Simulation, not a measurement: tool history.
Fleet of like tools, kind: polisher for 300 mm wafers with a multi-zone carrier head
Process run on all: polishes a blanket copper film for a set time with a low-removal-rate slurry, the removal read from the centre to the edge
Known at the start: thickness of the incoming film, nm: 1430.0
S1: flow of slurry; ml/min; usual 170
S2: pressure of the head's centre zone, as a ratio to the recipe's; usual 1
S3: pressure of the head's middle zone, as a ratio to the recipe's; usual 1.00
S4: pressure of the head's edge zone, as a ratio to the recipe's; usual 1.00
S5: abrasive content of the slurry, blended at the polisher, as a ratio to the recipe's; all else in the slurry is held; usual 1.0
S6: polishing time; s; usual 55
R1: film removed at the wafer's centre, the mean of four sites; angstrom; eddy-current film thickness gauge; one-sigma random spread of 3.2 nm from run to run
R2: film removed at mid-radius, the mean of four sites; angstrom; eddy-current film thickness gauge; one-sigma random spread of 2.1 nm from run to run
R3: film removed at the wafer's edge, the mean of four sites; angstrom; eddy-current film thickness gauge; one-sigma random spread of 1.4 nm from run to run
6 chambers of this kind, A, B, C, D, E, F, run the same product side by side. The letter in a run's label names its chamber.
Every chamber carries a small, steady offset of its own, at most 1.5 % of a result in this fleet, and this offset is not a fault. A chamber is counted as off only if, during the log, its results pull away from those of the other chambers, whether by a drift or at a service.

run 1A day=0.217 | S1=170 S2=1 S3=1.00 S4=1.00 S5=1.0 S6=55 | R1=2132.3 R2=2154.6 R3=2140.8
run 2C day=0.425 | S1=170 S2=1 S3=1.00 S4=1.00 S5=1.0 S6=55 | R1=2131.5 R2=2135.5 R3=2161.2
-- day=0.450 chamber B: worn pad replaced by a new one
run 3E day=0.721 | S1=170 S2=1 S3=1.00 S4=1.00 S5=1.0 S6=55 | R1=2151.9 R2=2117.8 R3=2138.5
-- day=0.762 chamber E: slurry nozzle cleaned
run 4B day=1.004 | S1=170 S2=1 S3=1.00 S4=1.00 S5=1.0 S6=55 | R1=2136.5 R2=2139.0 R3=2143.3
-- day=1.112 chamber F: edge zone pressure recalibrated
run 5F day=1.362 | S1=170 S2=1 S3=1.00 S4=0.95 S5=1.0 S6=37 | R1=1438.1 R2=1426.1 R3=1394.4
-- day=1.533 chamber A: worn pad replaced by a new one
run 6D day=1.779 | S1=170 S2=1 S3=1.00 S4=0.95 S5=1.0 S6=37 | R1=1412.7 R2=1436.5 R3=1398.5
run 7D day=2.092 | S1=170 S2=1 S3=1.00 S4=0.95 S5=1.0 S6=37 | R1=1462.9 R2=1439.9 R3=1411.4
-- day=2.171 chamber E: centre zone pressure recalibrated
-- day=2.188 chamber F: worn pad replaced by a new one
-- day=2.196 chamber C: centre zone pressure recalibrated
-- day=2.212 chamber D: worn pad replaced by a new one
run 8B day=2.300 | S1=170 S2=1 S3=1.00 S4=0.95 S5=1.0 S6=37 | R1=1465.1 R2=1434.3 R3=1398.7
run 9A day=2.508 | S1=170 S2=1 S3=1.00 S4=0.95 S5=1.0 S6=37 | R1=1444.3 R2=1445.2 R3=1412.0
-- day=2.546 chamber E: worn pad replaced by a new one
run 10E day=2.904 | S1=170 S2=1 S3=1.00 S4=0.95 S5=1.0 S6=37 | R1=1467.3 R2=1471.8 R3=1396.6
run 11C day=3.112 | S1=170 S2=1 S3=1.00 S4=1.00 S5=1.0 S6=55 | R1=2152.7 R2=2158.3 R3=2116.2
-- day=3.329 chamber D: slurry nozzle cleaned
run 12F day=3.375 | S1=170 S2=1 S3=1.00 S4=1.00 S5=1.0 S6=55 | R1=2112.0 R2=2147.7 R3=2157.2
-- day=3.625 chamber C: worn pad replaced by a new one
-- day=3.742 chamber B: slurry nozzle cleaned
run 13E day=3.779 | S1=170 S2=1 S3=1.00 S4=1.00 S5=1.0 S6=55 | R1=2144.9 R2=2131.4 R3=2161.0
-- day=3.783 chamber F: centre zone pressure recalibrated
run 14A day=3.988 | S1=170 S2=1 S3=1.00 S4=1.00 S5=1.0 S6=55 | R1=2168.7 R2=2174.0 R3=2164.5
-- day=4.254 chamber C: slurry nozzle cleaned
run 15C day=4.400 | S1=170 S2=1 S3=0.92 S4=1.00 S5=1.0 S6=41 | R1=1619.9 R2=1473.7 R3=1621.4
run 16B day=4.779 | S1=170 S2=1 S3=0.92 S4=1.00 S5=1.0 S6=41 | R1=1633.6 R2=1451.9 R3=1593.5
run 17D day=5.079 | S1=170 S2=1 S3=0.92 S4=1.00 S5=1.0 S6=41 | R1=1591.1 R2=1464.8 R3=1617.5
run 18F day=5.421 | S1=170 S2=1 S3=0.92 S4=1.00 S5=1.0 S6=41 | R1=1568.0 R2=1455.6 R3=1609.8
run 19F day=5.642 | S1=170 S2=1 S3=0.92 S4=1.00 S5=1.0 S6=41 | R1=1597.0 R2=1476.6 R3=1633.0
-- day=5.796 chamber E: worn pad replaced by a new one
run 20B day=5.925 | S1=170 S2=1 S3=0.92 S4=1.00 S5=1.0 S6=41 | R1=1622.2 R2=1495.9 R3=1604.7
run 21A day=6.158 | S1=170 S2=1 S3=1.00 S4=1.00 S5=1.0 S6=55 | R1=2050.5 R2=2168.7 R3=2151.8
run 22E day=6.412 | S1=170 S2=1 S3=1.00 S4=1.00 S5=1.0 S6=55 | R1=2137.7 R2=2105.6 R3=2124.0
run 23C day=6.833 | S1=170 S2=1 S3=1.00 S4=1.00 S5=1.0 S6=55 | R1=2154.3 R2=2129.7 R3=2141.3
-- day=6.871 chamber B: worn pad replaced by a new one
run 24D day=7.054 | S1=120 S2=1 S3=1.00 S4=1.00 S5=0.8 S6=55 | R1=1906.0 R2=1903.1 R3=1967.5
run 25C day=7.246 | S1=120 S2=1 S3=1.00 S4=1.00 S5=0.8 S6=55 | R1=1916.0 R2=1910.2 R3=1937.3
run 26F day=7.562 | S1=120 S2=1 S3=1.00 S4=1.00 S5=0.8 S6=55 | R1=1855.1 R2=1926.1 R3=1951.9
run 27A day=7.917 | S1=120 S2=1 S3=1.00 S4=1.00 S5=0.8 S6=55 | R1=1769.7 R2=1921.5 R3=1950.9
run 28B day=8.142 | S1=120 S2=1 S3=1.00 S4=1.00 S5=0.8 S6=55 | R1=1930.4 R2=1916.4 R3=1955.2
run 29D day=8.400 | S1=120 S2=1 S3=1.00 S4=1.00 S5=0.8 S6=55 | R1=1870.3 R2=1891.3 R3=1957.9
-- day=8.404 chamber A: edge zone pressure recalibrated
run 30E day=8.708 | S1=170 S2=1 S3=1.00 S4=1.04 S5=1.0 S6=44 | R1=1701.0 R2=1716.9 R3=1746.7
-- day=8.733 chamber A: worn pad replaced by a new one
-- day=8.833 chamber E: worn pad replaced by a new one
run 31F day=9.067 | S1=170 S2=1 S3=1.00 S4=1.04 S5=1.0 S6=44 | R1=1697.7 R2=1701.9 R3=1777.0
-- day=9.200 chamber A: slurry nozzle cleaned
-- day=9.350 chamber B: edge zone pressure recalibrated
run 32D day=9.383 | S1=170 S2=1 S3=1.00 S4=1.04 S5=1.0 S6=44 | R1=1708.6 R2=1740.4 R3=1766.1
run 33A day=9.721 | S1=170 S2=1 S3=1.00 S4=1.04 S5=1.0 S6=44 | R1=1531.6 R2=1712.3 R3=1748.0
run 34C day=10.138 | S1=170 S2=1 S3=1.00 S4=1.04 S5=1.0 S6=44 | R1=1693.1 R2=1695.3 R3=1749.3
run 35B day=10.433 | S1=170 S2=1 S3=1.00 S4=1.04 S5=1.0 S6=44 | R1=1723.1 R2=1701.5 R3=1750.7
run 36E day=10.717 | S1=170 S2=1 S3=1.00 S4=1.00 S5=1.0 S6=55 | R1=2120.0 R2=2128.0 R3=2117.5

Next, all 6 chambers run the settings below, one line each with question marks for the results. What does each chamber give?
run 37A day=11.033 | S1=170 S2=1 S3=1.00 S4=1.00 S5=1.0 S6=55 | R1=? R2=? R3=?
run 37B day=11.033 | S1=170 S2=1 S3=1.00 S4=1.00 S5=1.0 S6=55 | R1=? R2=? R3=?
run 37C day=11.033 | S1=170 S2=1 S3=1.00 S4=1.00 S5=1.0 S6=55 | R1=? R2=? R3=?
run 37D day=11.033 | S1=170 S2=1 S3=1.00 S4=1.00 S5=1.0 S6=55 | R1=? R2=? R3=?
run 37E day=11.033 | S1=170 S2=1 S3=1.00 S4=1.00 S5=1.0 S6=55 | R1=? R2=? R3=?
run 37F day=11.033 | S1=170 S2=1 S3=1.00 S4=1.00 S5=1.0 S6=55 | R1=? R2=? R3=?

run=37A R1=1835.4 R2=2163.7 R3=2141.3
run=37B R1=2220.2 R2=2166.1 R3=2155.0
run=37C R1=2125.0 R2=2142.2 R3=2120.2
run=37D R1=2084.9 R2=2133.8 R3=2142.8
run=37E R1=2211.8 R2=2192.4 R3=2127.9
run=37F R1=2177.0 R2=2094.1 R3=2152.9
